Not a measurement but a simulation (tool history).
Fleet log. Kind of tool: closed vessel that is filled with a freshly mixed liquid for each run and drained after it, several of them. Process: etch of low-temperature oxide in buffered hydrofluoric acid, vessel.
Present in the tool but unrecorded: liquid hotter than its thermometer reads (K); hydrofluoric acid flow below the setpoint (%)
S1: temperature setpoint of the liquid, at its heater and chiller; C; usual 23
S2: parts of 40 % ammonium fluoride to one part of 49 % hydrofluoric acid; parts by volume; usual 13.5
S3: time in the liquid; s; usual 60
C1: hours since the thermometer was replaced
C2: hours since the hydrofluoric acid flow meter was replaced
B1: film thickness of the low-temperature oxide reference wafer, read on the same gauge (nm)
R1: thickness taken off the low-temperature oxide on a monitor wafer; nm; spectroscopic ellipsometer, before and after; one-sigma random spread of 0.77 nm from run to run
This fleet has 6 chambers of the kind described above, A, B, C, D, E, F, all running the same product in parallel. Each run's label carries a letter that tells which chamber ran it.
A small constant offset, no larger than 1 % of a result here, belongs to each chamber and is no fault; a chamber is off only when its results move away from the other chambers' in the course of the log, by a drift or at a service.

Run 1E, hour 2.9: usual settings; C1 1985.9; C2 1157.9; B1 29.986. Result: R1 122.91 nm.
At hour 6.1: chamber D: thermometer replaced.
Run 2A, hour 6.9: usual settings; C1 72.7; C2 357.8; B1 30.011. Result: R1 122.72 nm.
Run 3F, hour 9.7: usual settings; C1 141.3; C2 1250; B1 30.003. Result: R1 125.94 nm.
Run 4B, hour 14.6: usual settings; C1 420.4; C2 164.6; B1 29.99. Result: R1 125.39 nm.
Run 5D, hour 18.7: usual settings; C1 12.7; C2 1031.4; B1 30.015. Result: R1 125.05 nm.
Run 6C, hour 21.8: usual settings; C1 565.3; C2 538.1; B1 30.023. Result: R1 122.22 nm.
Run 7A, hour 26.3: usual settings; C1 92.1; C2 377.2; B1 29.996. Result: R1 122.4 nm.
Run 8B, hour 30.7: usual settings; C1 436.5; C2 180.7; B1 29.99. Result: R1 125.43 nm.
Run 9D, hour 34.5: usual settings; C1 28.5; C2 1047.2; B1 30.002. Result: R1 123.1 nm.
Run 10C, hour 37.3: usual settings but S1 25.5 C; C1 580.8; C2 553.6; B1 29.983. Result: R1 138.58 nm.
Run 11E, hour 39.6: usual settings but S1 25.5 C; C1 2022.6; C2 1194.6; B1 30.012. Result: R1 140.59 nm.
At hour 40.7: chamber C: hydrofluoric acid flow meter replaced.
Run 12F, hour 41.8: usual settings but S1 25.5 C; C1 173.4; C2 1282.1; B1 30.015. Result: R1 143.39 nm.
Run 13E, hour 44.4: usual settings but S1 25.5 C; C1 2027.4; C2 1199.4; B1 29.98. Result: R1 141.94 nm.
Run 14A, hour 48: usual settings but S1 25.5 C; C1 113.8; C2 398.9; B1 29.975. Result: R1 142.46 nm.
Run 15B, hour 52.3: usual settings but S1 25.5 C; C1 458.1; C2 202.3; B1 29.982. Result: R1 141.82 nm.
Run 16F, hour 55: usual settings; C1 186.6; C2 1295.3; B1 30.003. Result: R1 126.73 nm.
Run 17C, hour 57.4: usual settings; C1 600.9; C2 16.7; B1 29.985. Result: R1 123.47 nm.
Run 18D, hour 60.2: usual settings; C1 54.2; C2 1072.9; B1 30.019. Result: R1 125.15 nm.
Run 19A, hour 64.2: usual settings but S3 90 s; C1 130; C2 415.1; B1 30.003. Result: R1 183.76 nm.
Run 20F, hour 68.2: usual settings but S3 90 s; C1 199.8; C2 1308.5; B1 30.015. Result: R1 187.93 nm.
Run 21E, hour 71: usual settings but S3 90 s; C1 2054; C2 1226; B1 30.014. Result: R1 184.94 nm.
Run 22D, hour 74.1: usual settings but S3 90 s; C1 68.1; C2 1086.8; B1 30.007. Result: R1 186.37 nm.
Run 23B, hour 76.6: usual settings but S3 90 s; C1 482.4; C2 226.6; B1 29.975. Result: R1 183.47 nm.
Run 24C, hour 79.1: usual settings but S3 90 s; C1 622.6; C2 38.4; B1 29.991. Result: R1 185.51 nm.
Run 25E, hour 83.3: usual settings; C1 2066.3; C2 1238.3; B1 29.962. Result: R1 123.07 nm.
Run 26B, hour 87.5: usual settings; C1 493.3; C2 237.5; B1 29.981. Result: R1 123.4 nm.
Run 27A, hour 90: usual settings; C1 155.8; C2 440.9; B1 30.01. Result: R1 122.58 nm.
Run 28D, hour 92.7: usual settings but S1 20.5 C, S2 8 parts by volume; C1 86.7; C2 1105.4; B1 29.989. Result: R1 174.19 nm.
Run 29F, hour 96: usual settings but S1 20.5 C, S2 8 parts by volume; C1 227.6; C2 1336.3; B1 29.992. Result: R1 177.35 nm.
Run 30C, hour 100.2: usual settings but S1 20.5 C, S2 8 parts by volume; C1 643.7; C2 59.5; B1 29.989. Result: R1 172.34 nm.
Run 31C, hour 102.9: usual settings but S1 20.5 C, S2 8 parts by volume; C1 646.4; C2 62.2; B1 30.011. Result: R1 172 nm.
Run 32F, hour 105.4: usual settings but S1 20.5 C, S2 8 parts by volume; C1 237; C2 1345.7; B1 29.988. Result: R1 178.66 nm.
Run 33E, hour 110.3: usual settings but S1 20.5 C, S2 8 parts by volume; C1 2093.3; C2 1265.3; B1 30.016. Result: R1 174.86 nm.
Run 34B, hour 112.6: usual settings but S2 11.5 parts by volume, S3 90 s; C1 518.4; C2 262.6; B1 30.005. Result: R1 216.25 nm.
Run 35D, hour 117.4: usual settings but S2 11.5 parts by volume, S3 90 s; C1 111.4; C2 1130.1; B1 30.029. Result: R1 216.92 nm.
Run 36A, hour 120.6: usual settings but S2 11.5 parts by volume, S3 90 s; C1 186.4; C2 471.5; B1 30.004. Result: R1 215.07 nm.
Run 37B, hour 123.6: usual settings but S2 11.5 parts by volume, S3 90 s; C1 529.4; C2 273.6; B1 30.001. Result: R1 217.14 nm.
At hour 128: chamber E: hydrofluoric acid flow meter replaced.
Run 38F, hour 128.5: usual settings but S2 11.5 parts by volume, S3 90 s; C1 260.1; C2 1368.8; B1 30.023. Result: R1 217.94 nm.
Run 39C, hour 132.9: usual settings but S2 11.5 parts by volume, S3 90 s; C1 676.4; C2 92.2; B1 30.004. Result: R1 214.2 nm.
Run 40A, hour 136.2: usual settings; C1 202; C2 487.1; B1 29.994. Result: R1 123.03 nm.
Run 41E, hour 140.2: usual settings; C1 2123.2; C2 12.2; B1 30.007. Result: R1 122.26 nm.

One chamber off, gauge drift, or nothing amiss beyond the chambers' own small offsets? If it is a chamber, which one, and what is the likeliest cause?

All chambers stay in line apart from their small fixed offsets, and the gauge does not drift.
